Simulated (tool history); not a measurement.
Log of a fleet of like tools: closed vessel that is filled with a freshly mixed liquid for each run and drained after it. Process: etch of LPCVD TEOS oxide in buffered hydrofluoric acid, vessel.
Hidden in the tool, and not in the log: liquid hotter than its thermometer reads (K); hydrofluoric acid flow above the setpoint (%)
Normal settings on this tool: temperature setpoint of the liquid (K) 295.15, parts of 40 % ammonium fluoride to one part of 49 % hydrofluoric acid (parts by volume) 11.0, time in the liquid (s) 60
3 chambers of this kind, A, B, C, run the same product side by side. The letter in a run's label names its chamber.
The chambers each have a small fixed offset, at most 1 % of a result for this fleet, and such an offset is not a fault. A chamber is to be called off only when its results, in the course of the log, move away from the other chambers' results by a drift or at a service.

run,day,temperature setpoint of the liquid (K),parts of 40 % ammonium fluoride to one part of 49 % hydrofluoric acid (parts by volume),time in the liquid (s),hours since the thermometer was replaced,hours since the hydrofluoric acid flow meter was replaced,"read-back film thickness of the LPCVD TEOS oxide reference wafer, read on the same gauge (nm)",thickness taken off the LPCVD TEOS oxide on a monitor wafer (nm)
1A,0.254,295.15,11.0,60,577.7,247.5,120.00,79.846
2C,0.558,295.15,11.0,60,453.8,800.4,120.00,78.718
# day 0.779: chamber A: thermometer replaced
3B,0.817,295.15,11.0,60,1069.6,1295.3,120.00,79.113
4A,1.200,295.15,11.0,60,10.2,270.2,119.97,80.187
5C,1.596,295.15,11.0,60,478.7,825.3,120.00,79.344
6B,2.008,295.15,11.0,60,1098.2,1323.9,119.96,79.161
7A,2.450,295.15,11.0,60,40.2,300.2,119.96,80.031
8B,2.796,295.15,15.0,80,1117.1,1342.8,119.99,77.776
9C,3.162,295.15,15.0,80,516.3,862.9,120.01,78.069
10C,3.475,295.15,15.0,80,523.8,870.4,120.00,77.857
11B,3.938,299.15,11.0,40,1144.5,1370.2,120.00,65.801
12A,4.475,299.15,11.0,40,88.8,348.8,119.99,66.202
13A,4.933,299.15,11.0,40,99.8,359.8,120.02,66.243
14C,5.442,295.15,11.0,60,571.0,917.6,120.02,78.968
15B,5.696,295.15,11.0,60,1186.7,1412.4,120.01,79.080
16C,6.204,295.15,11.0,60,589.3,935.9,119.98,79.312
17B,6.633,295.15,11.0,60,1209.2,1434.9,120.01,78.831
18A,6.992,295.15,11.0,60,149.2,409.2,120.04,79.719
19B,7.471,295.15,11.0,60,1229.3,1455.0,119.98,79.451
20A,7.833,295.15,11.0,60,169.4,429.4,120.02,79.232
21C,8.183,295.15,14.5,60,636.8,983.4,120.05,61.329
22A,8.496,295.15,14.5,60,185.3,445.3,120.01,60.777
23B,8.938,295.15,14.5,60,1264.5,1490.2,120.04,60.458
24C,9.467,295.15,11.0,60,667.6,1014.2,120.00,80.568
25C,9.975,295.15,11.0,60,679.8,1026.4,120.00,81.156
26A,10.229,295.15,11.0,60,226.9,486.9,120.01,79.931
27B,10.617,295.15,11.0,60,1304.8,1530.5,120.03,78.706
28B,10.912,295.15,11.0,60,1311.9,1537.6,120.02,79.449
29A,11.371,295.15,11.0,60,254.3,514.3,119.99,80.092
30C,11.662,295.15,11.0,60,720.3,1066.9,119.98,81.303
31C,12.150,295.15,11.0,60,732.0,1078.6,120.01,82.002
32A,12.546,295.15,11.0,60,282.5,542.5,120.01,79.563

Predict what each chamber gives when all 3 of them run the settings below next.
33A,12.938,295.15,11.0,60,,,,?
33B,12.938,295.15,11.0,60,,,,?
33C,12.938,295.15,11.0,60,,,,?

run,thickness taken off the LPCVD TEOS oxide on a monitor wafer (nm)
33A,79.516
33B,79.356
33C,82.294

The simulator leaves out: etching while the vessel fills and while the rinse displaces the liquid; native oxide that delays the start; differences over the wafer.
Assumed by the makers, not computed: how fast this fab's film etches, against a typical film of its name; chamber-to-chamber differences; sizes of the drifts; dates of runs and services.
